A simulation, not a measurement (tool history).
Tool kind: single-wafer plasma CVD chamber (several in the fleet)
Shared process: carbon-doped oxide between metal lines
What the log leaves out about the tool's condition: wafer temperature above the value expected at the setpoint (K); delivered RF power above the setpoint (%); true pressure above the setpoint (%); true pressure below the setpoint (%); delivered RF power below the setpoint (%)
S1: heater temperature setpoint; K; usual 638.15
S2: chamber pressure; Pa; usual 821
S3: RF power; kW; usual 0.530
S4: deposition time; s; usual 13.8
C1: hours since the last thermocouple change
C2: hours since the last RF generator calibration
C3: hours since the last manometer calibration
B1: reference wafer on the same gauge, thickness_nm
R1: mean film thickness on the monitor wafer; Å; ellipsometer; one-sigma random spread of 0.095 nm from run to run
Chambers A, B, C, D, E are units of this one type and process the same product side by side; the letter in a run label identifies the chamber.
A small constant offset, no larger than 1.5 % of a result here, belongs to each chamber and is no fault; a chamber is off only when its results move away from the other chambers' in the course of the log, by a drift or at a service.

run	day	S1	S2	S3	S4	C1	C2	C3	B1	R1
1E	0.238	638.15	821	0.530	13.8	1087.5	226.6	1480.9	84.654	727.11
2C	0.504	638.15	821	0.530	13.8	592.1	200.5	498.4	84.690	738.93
3D	0.692	638.15	821	0.530	13.8	478.3	2093.9	1009.3	84.668	731.66
4A	0.950	638.15	821	0.530	13.8	87.3	1234.1	616.3	84.619	726.29
5B	1.071	638.15	1017	0.530	15.8	424.3	2188.5	656.6	84.643	851.51
6C	1.238	638.15	1017	0.530	15.8	609.7	218.1	516.0	84.621	856.69
7B	1.442	638.15	1017	0.530	15.8	433.2	2197.4	665.5	84.627	850.48
8A	1.571	638.15	1017	0.530	15.8	102.2	1249.0	631.2	84.625	841.35
9E	1.788	638.15	1017	0.530	15.8	1124.7	263.8	1518.1	84.542	845.70
10D	1.908	638.15	821	0.530	13.8	507.5	2123.1	1038.5	84.577	731.10
11C	2.133	638.15	821	0.530	13.8	631.2	239.6	537.5	84.554	738.72
12B	2.271	638.15	821	0.530	13.8	453.1	2217.3	685.4	84.520	733.80
13D	2.508	624.15	821	0.530	15.1	521.9	2137.5	1052.9	84.518	827.23
14A	2.725	624.15	821	0.530	15.1	129.9	1276.7	658.9	84.491	822.43
15E	2.858	624.15	821	0.530	15.1	1150.4	289.5	1543.8	84.517	822.47
16E	3.017	624.15	821	0.530	15.1	1154.2	293.3	1547.6	84.502	822.78
17C	3.283	624.15	821	0.530	15.1	658.8	267.2	565.1	84.499	837.02
18D	3.508	638.15	821	0.530	13.8	545.9	2161.5	1076.9	84.427	728.91
# day 3.708: chamber A: RF generator calibrated
19A	3.708	638.15	641	0.530	13.8	153.5	0.1	682.5	84.466	702.54
20B	3.867	638.15	641	0.530	13.8	491.4	2255.6	723.7	84.437	711.21
21B	4.092	638.15	641	0.530	13.8	496.8	2261.0	729.1	84.418	708.75
22D	4.288	638.15	641	0.530	13.8	564.6	2180.2	1095.6	84.404	707.45
23A	4.433	638.15	641	0.530	13.8	170.9	17.5	699.9	84.379	702.67
24E	4.667	638.15	821	0.530	13.8	1193.8	332.9	1587.2	84.366	724.85
25C	4.888	638.15	821	0.530	13.8	697.3	305.7	603.6	84.379	735.43
26C	5.129	638.15	821	0.530	13.8	703.1	311.5	609.4	84.355	735.27
27B	5.388	638.15	821	0.530	13.8	527.9	2292.1	760.2	84.331	731.14
28E	5.562	638.15	821	0.530	13.8	1215.3	354.4	1608.7	84.352	725.40
29D	5.750	638.15	821	0.530	13.8	599.7	2215.3	1130.7	84.308	727.83
30A	5.883	638.15	821	0.530	13.8	205.7	52.3	734.7	84.298	722.73
31B	6.042	638.15	821	0.530	13.8	543.6	2307.8	775.9	84.288	728.65
32D	6.275	638.15	821	0.530	13.8	612.3	2227.9	1143.3	84.268	728.99
33E	6.438	638.15	821	0.530	13.8	1236.3	375.4	1629.7	84.266	724.79

Predict what each chamber gives when all 5 of them run the settings below next.
34A	6.629	638.15	821	0.530	12.3					?
34B	6.629	638.15	821	0.530	12.3					?
34C	6.629	638.15	821	0.530	12.3					?
34D	6.629	638.15	821	0.530	12.3					?
34E	6.629	638.15	821	0.530	12.3					?

run	R1
34A	644.30
34B	652.26
34C	656.48
34D	650.87
34E	645.87

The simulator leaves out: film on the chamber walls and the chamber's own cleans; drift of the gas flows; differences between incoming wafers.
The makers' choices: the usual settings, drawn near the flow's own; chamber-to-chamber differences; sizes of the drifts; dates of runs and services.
